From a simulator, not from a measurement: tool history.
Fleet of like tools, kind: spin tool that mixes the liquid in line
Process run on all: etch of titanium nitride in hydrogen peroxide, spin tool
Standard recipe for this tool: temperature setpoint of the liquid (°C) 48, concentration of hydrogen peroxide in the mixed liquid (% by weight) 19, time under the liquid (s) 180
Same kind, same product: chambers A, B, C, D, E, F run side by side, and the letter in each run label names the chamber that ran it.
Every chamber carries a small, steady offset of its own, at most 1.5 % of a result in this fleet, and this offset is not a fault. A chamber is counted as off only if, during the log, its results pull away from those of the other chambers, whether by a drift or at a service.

run	day	temperature setpoint of the liquid (°C)	concentration of hydrogen peroxide in the mixed liquid (% by weight)	time under the liquid (s)	read-back film thickness of the titanium nitride reference wafer, read on the same gauge (nm)	thickness taken off the titanium nitride on a monitor wafer (Å)
1F	0.183	48	19	180	110.01	81.87
2A	0.288	48	19	180	110	83.473
3D	0.438	48	19	180	110.02	83.168
# day 0.567: chamber B: thermometer replaced
4C	0.579	48	19	180	110.02	83.894
5E	0.671	48	19	75	110.01	35.086
6B	0.775	48	19	75	109.99	34.843
7C	0.904	48	19	75	110	34.642
# day 0.996: chamber C: new drum of peroxide connected
8B	1.054	48	19	75	109.98	35.001
9A	1.204	48	19	75	109.99	34.506
10D	1.325	48	19	75	110	34.993
11F	1.492	48	19	180	110	82.571
12E	1.612	48	19	180	109.98	83.474
13A	1.771	48	19	180	110	82.7
14C	1.921	48	19	180	109.97	83.231
15F	2.058	48	19	285	109.99	131.75
16B	2.204	48	19	285	109.99	130.99
# day 2.254: chamber E: peroxide flow meter replaced
17E	2.333	48	19	285	109.97	132.95
18D	2.45	48	19	285	109.99	131.78
# day 2.504: chamber C: peroxide flow meter replaced
19C	2.583	48	19	285	109.97	132.29
20B	2.696	48	19	285	109.99	132.81
21F	2.846	48	19	180	110.01	82.38
22A	3.008	48	19	180	109.99	80.985
23E	3.117	48	19	180	109.99	84.112
24D	3.242	48	19	180	110.01	82.719
25E	3.342	48	19	180	110.02	83.308
26F	3.442	48	19	180	110.02	83.396
# day 3.45: chamber C: thermometer replaced
27D	3.571	48	19	250	109.98	114.54
# day 3.679: chamber D: new drum of peroxide connected
28C	3.679	48	19	250	109.98	116.74
29A	3.862	48	19	250	109.97	110.8
30B	3.975	48	19	250	110.01	114.35
31E	4.075	48	19	250	109.99	116.83
32D	4.238	48	19	250	110	115.78
33B	4.421	48	19	180	109.99	84.323
34F	4.558	48	19	180	110.02	83.431
35C	4.679	48	19	260	109.99	121.43
36A	4.846	48	19	260	110.02	113.97
# day 4.888: chamber B: new drum of peroxide connected
37B	4.967	48	19	260	110.03	119.27
38C	5.088	48	19	260	110.02	119.98
39D	5.25	48	19	260	109.99	119.14

Next, all 6 chambers run the settings below, one line each with question marks for the results. What does each chamber give?
40A	5.392	48	23.5	180		?
40B	5.392	48	23.5	180		?
40C	5.392	48	23.5	180		?
40D	5.392	48	23.5	180		?
40E	5.392	48	23.5	180		?
40F	5.392	48	23.5	180		?

run	thickness taken off the titanium nitride on a monitor wafer (Å)
40A	82.355
40B	86.81
40C	87.826
40D	88.787
40E	87.924
40F	87.892

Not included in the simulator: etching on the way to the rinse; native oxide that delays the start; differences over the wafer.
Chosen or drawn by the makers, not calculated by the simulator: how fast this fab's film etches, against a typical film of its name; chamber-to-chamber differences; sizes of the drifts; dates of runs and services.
